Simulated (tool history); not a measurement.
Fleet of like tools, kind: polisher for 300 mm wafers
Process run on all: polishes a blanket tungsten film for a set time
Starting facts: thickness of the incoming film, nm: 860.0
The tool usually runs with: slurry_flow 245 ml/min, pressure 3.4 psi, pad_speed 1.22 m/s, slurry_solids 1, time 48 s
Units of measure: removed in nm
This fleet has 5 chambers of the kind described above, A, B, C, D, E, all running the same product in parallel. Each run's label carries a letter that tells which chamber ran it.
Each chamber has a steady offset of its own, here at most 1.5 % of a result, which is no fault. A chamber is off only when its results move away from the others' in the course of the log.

| run | hour | slurry_flow | pressure | pad_speed | slurry_solids | time | removed |
|---|---|---|---|---|---|---|---|
| 1C | 9.7 | 245 | 3.4 | 1.22 | 1 | 48 | 209.64 |
|  | 9.8 | chamber C: worn pad replaced by a new one |
|  | 19.8 | chamber A: slurry tank refilled with fresh slurry and peroxide |
| 2A | 20.8 | 245 | 3.4 | 1.22 | 1 | 48 | 205.73 |
|  | 21.3 | chamber D: worn pad replaced by a new one |
| 3B | 31.7 | 245 | 3.4 | 1.22 | 1 | 48 | 209.24 |
|  | 37.5 | chamber E: worn pad replaced by a new one |
|  | 39.9 | chamber C: slurry nozzle cleaned |
| 4E | 41.1 | 245 | 3.4 | 1.22 | 1 | 48 | 206.44 |
|  | 42.6 | chamber B: slurry tank refilled with fresh slurry and peroxide |
|  | 50.3 | chamber E: slurry tank refilled with fresh slurry and peroxide |
| 5D | 50.4 | 245 | 3.4 | 1.22 | 1 | 48 | 211.18 |
|  | 50.9 | chamber A: worn pad replaced by a new one |
|  | 54.3 | chamber C: slurry tank refilled with fresh slurry and peroxide |
| 6A | 58.7 | 245 | 3.4 | 1.22 | 1 | 48 | 214.04 |
|  | 60.9 | chamber D: slurry blender recalibrated |
| 7C | 66.2 | 245 | 3.4 | 1.22 | 1 | 48 | 210.49 |
|  | 75.4 | chamber D: head pressure recalibrated |
|  | 76.4 | chamber E: head pressure recalibrated |
| 8D | 78.8 | 245 | 3.4 | 1.22 | 1 | 48 | 212.46 |
|  | 81.3 | chamber D: slurry tank refilled with fresh slurry and peroxide |
|  | 91.8 | chamber D: worn pad replaced by a new one |
|  | 92.2 | chamber C: worn pad replaced by a new one |
|  | 92.3 | chamber A: slurry tank refilled with fresh slurry and peroxide |
| 9B | 92.5 | 245 | 3.4 | 1.22 | 1 | 48 | 208.3 |
| 10E | 105 | 245 | 3.4 | 1.22 | 1 | 48 | 213.13 |
| 11E | 116.5 | 245 | 3.4 | 1.22 | 1 | 48 | 208.36 |
|  | 119.8 | chamber E: worn pad replaced by a new one |
|  | 122.9 | chamber E: slurry tank refilled with fresh slurry and peroxide |
|  | 129.9 | chamber A: worn pad replaced by a new one |
| 12A | 130.7 | 245 | 3.4 | 1.22 | 1 | 48 | 208.35 |
|  | 134.7 | chamber B: slurry tank refilled with fresh slurry and peroxide |
| 13D | 143 | 245 | 3.4 | 1.52 | 1 | 48 | 264.09 |
| 14C | 152.1 | 245 | 3.4 | 1.52 | 1 | 48 | 261.11 |
| 15B | 159.8 | 245 | 3.4 | 1.52 | 1 | 48 | 261.09 |
|  | 160.8 | chamber E: slurry blender recalibrated |
|  | 167.8 | chamber D: worn pad replaced by a new one |
| 16E | 167.9 | 245 | 3.4 | 1.52 | 1 | 48 | 262.53 |
|  | 168.9 | chamber C: worn pad replaced by a new one |
|  | 169 | chamber A: slurry tank refilled with fresh slurry and peroxide |
|  | 170.8 | chamber D: slurry tank refilled with fresh slurry and peroxide |
| 17D | 181.6 | 245 | 3.4 | 1.52 | 1 | 48 | 260.96 |
|  | 182.1 | chamber A: slurry nozzle cleaned |
|  | 191.2 | chamber E: worn pad replaced by a new one |
| 18C | 195.9 | 245 | 3.4 | 1.22 | 1 | 48 | 211.87 |
|  | 198.4 | chamber A: worn pad replaced by a new one |
|  | 203 | chamber E: slurry tank refilled with fresh slurry and peroxide |
| 19A | 203.3 | 245 | 3.4 | 1.22 | 1 | 48 | 208.66 |
|  | 203.7 | chamber B: slurry blender recalibrated |
| 20B | 216.7 | 245 | 3.4 | 1.22 | 1 | 48 | 200.56 |
|  | 221 | chamber E: slurry nozzle cleaned |
| 21D | 229.8 | 245 | 3.4 | 1.22 | 1 | 48 | 213.17 |
|  | 236 | chamber C: slurry tank refilled with fresh slurry and peroxide |
| 22E | 237.9 | 245 | 3.4 | 1.22 | 1 | 48 | 209.74 |
|  | 240.3 | chamber B: slurry tank refilled with fresh slurry and peroxide |
|  | 241.1 | chamber A: slurry tank refilled with fresh slurry and peroxide |
|  | 248.3 | chamber C: worn pad replaced by a new one |
| 23A | 249.1 | 245 | 3.4 | 1.22 | 1 | 48 | 204.03 |
|  | 254.4 | chamber D: worn pad replaced by a new one |
|  | 254.4 | chamber D: slurry tank refilled with fresh slurry and peroxide |
|  | 259.5 | chamber E: worn pad replaced by a new one |
| 24B | 262.7 | 245 | 3.4 | 1.22 | 1 | 48 | 196.87 |
|  | 265.6 | chamber C: slurry blender recalibrated |
| 25C | 272.5 | 245 | 3.4 | 1.22 | 1 | 48 | 211.02 |
|  | 274.2 | chamber A: worn pad replaced by a new one |
| 26E | 281 | 245 | 3.4 | 1.22 | 1 | 48 | 211.62 |
|  | 282.8 | chamber E: slurry tank refilled with fresh slurry and peroxide |
| 27D | 293.1 | 245 | 3.4 | 1.22 | 1 | 48 | 209.39 |
| 28C | 302.1 | 245 | 2.3 | 1.22 | 1 | 48 | 142.85 |
|  | 312.4 | chamber A: slurry tank refilled with fresh slurry and peroxide |
| 29B | 314.4 | 245 | 2.3 | 1.22 | 1 | 48 | 132.76 |
| 30A | 328.6 | 245 | 2.3 | 1.22 | 1 | 48 | 143.01 |
|  | 333.8 | chamber C: worn pad replaced by a new one |
|  | 335.3 | chamber E: worn pad replaced by a new one |
|  | 336.3 | chamber D: slurry tank refilled with fresh slurry and peroxide |
|  | 341.7 | chamber D: worn pad replaced by a new one |
| 31C | 343 | 245 | 2.3 | 1.22 | 1 | 48 | 139.16 |
|  | 350.2 | chamber B: slurry tank refilled with fresh slurry and peroxide |
| 32E | 357.6 | 245 | 2.3 | 1.22 | 1 | 48 | 142.29 |
|  | 364.1 | chamber A: worn pad replaced by a new one |
|  | 364.8 | chamber E: slurry tank refilled with fresh slurry and peroxide |
|  | 365.3 | chamber A: head pressure recalibrated |
| 33A | 372.9 | 245 | 3.4 | 1.22 | 1 | 48 | 208.75 |
| 34D | 381.5 | 245 | 3.4 | 1.22 | 1 | 48 | 213.61 |
| 35B | 392.4 | 245 | 3.4 | 1.22 | 1.1 | 48 | 190.09 |
| 36E | 399.8 | 245 | 3.4 | 1.22 | 1.1 | 48 | 213.5 |

Next, all 5 chambers run the settings below, one line each with question marks for the results. What does each chamber give?
| 37A | 410.9 | 245 | 4.4 | 1.22 | 1 | 48 | ? |
| 37B | 410.9 | 245 | 4.4 | 1.22 | 1 | 48 | ? |
| 37C | 410.9 | 245 | 4.4 | 1.22 | 1 | 48 | ? |
| 37D | 410.9 | 245 | 4.4 | 1.22 | 1 | 48 | ? |
| 37E | 410.9 | 245 | 4.4 | 1.22 | 1 | 48 | ? |

| run | removed |
|---|---|
| 37A | 270.65 |
| 37B | 234.04 |
| 37C | 272.46 |
| 37D | 271.68 |
| 37E | 269.93 |
